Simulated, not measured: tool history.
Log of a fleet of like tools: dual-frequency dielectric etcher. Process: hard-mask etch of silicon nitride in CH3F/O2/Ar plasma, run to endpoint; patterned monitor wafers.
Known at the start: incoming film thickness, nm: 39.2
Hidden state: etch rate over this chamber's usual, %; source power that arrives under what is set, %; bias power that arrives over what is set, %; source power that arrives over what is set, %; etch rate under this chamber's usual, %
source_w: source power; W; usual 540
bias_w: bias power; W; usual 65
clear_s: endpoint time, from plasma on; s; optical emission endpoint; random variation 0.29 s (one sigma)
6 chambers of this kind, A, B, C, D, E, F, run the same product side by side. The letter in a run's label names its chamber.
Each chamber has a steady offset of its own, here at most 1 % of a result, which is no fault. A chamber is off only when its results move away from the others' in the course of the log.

run	day	source_w	bias_w	hours since the last wet clean	hours since the last source power generator calibration	hours since the last bias power generator calibration	clear_s
1B	0.192	540	65	394.4	771.9	2368.4	52.261
2E	0.342	540	65	175.1	66.3	721.5	52.156
3D	0.646	540	65	169.2	3003.6	1300.9	52.328
4C	0.867	540	65	291.2	1271.4	2158.7	52.378
5F	1.021	540	60	63.4	2286.9	457.2	53.398
6A	1.329	540	60	153	3238.1	382.5	54.491
7D	1.55	540	60	190.9	3025.3	1322.6	53.179
8A	1.846	540	60	165.4	3250.5	394.9	54.477
# day 2.067: chamber B: wet clean of the chamber
9C	2.075	540	60	320.2	1300.4	2187.7	53.997
10F	2.379	540	60	96	2319.5	489.8	53.639
11B	2.592	540	65	12.7	829.5	2426	52.192
12E	2.879	540	65	236	127.2	782.4	52.308
13C	3.129	540	65	345.5	1325.7	2213	52.765
14F	3.308	540	65	118.3	2341.8	512.1	52.402
15A	3.454	540	65	204	3289.1	433.5	53.111
16E	3.625	540	65	253.9	145.1	800.3	52.351
17D	3.912	540	65	247.6	3082	1379.3	52.482
18B	4.192	490	65	51.1	867.9	2464.4	54.23
19B	4.45	490	65	57.3	874.1	2470.6	53.864
20C	4.717	490	65	383.6	1363.8	2251.1	54.59
21E	5.017	490	65	287.3	178.5	833.7	53.983
22D	5.317	490	65	281.3	3115.7	1413	53.481
23F	5.575	490	65	172.7	2396.2	566.5	54.131
24A	5.892	540	65	262.5	3347.6	492	52.731
25B	6.225	540	65	99.9	916.7	2513.2	52.212
26F	6.492	540	65	194.7	2418.2	588.5	52.144
# day 6.571: chamber C: wet clean of the chamber
27D	6.771	540	65	316.2	3150.6	1447.9	51.398
28E	7.092	540	65	337.1	228.3	883.5	51.689
# day 7.15: chamber D: source power generator calibrated
29A	7.412	540	65	299	3384.1	528.5	53.013
30C	7.638	540	65	25.7	1433.9	2321.2	54.39
31F	7.858	540	65	227.5	2451	621.3	52.106
32B	8.125	540	65	145.5	962.3	2558.8	52.409
33A	8.275	540	65	319.7	3404.8	549.2	52.856
34C	8.554	540	65	47.7	1455.9	2343.2	54.398
35E	8.779	540	65	377.6	268.8	924	51.857
36D	9.108	540	65	372.3	47.1	1504	51.941
37C	9.358	540	65	67	1475.2	2362.5	54.26
38D	9.612	540	65	384.4	59.2	1516.1	52.372
39E	9.796	540	65	402	293.2	948.4	52.18
40F	10.038	540	65	279.8	2503.3	673.6	52.436
41B	10.329	540	65	198.4	1015.2	2611.7	51.873

Next, every chamber runs the same settings. What will each give?
42A	10.571	410	65				?
42B	10.571	410	65				?
42C	10.571	410	65				?
42D	10.571	410	65				?
42E	10.571	410	65				?
42F	10.571	410	65				?

run	clear_s
42A	59.12
42B	58.077
42C	60.546
42D	57.373
42E	57.497
42F	57.783
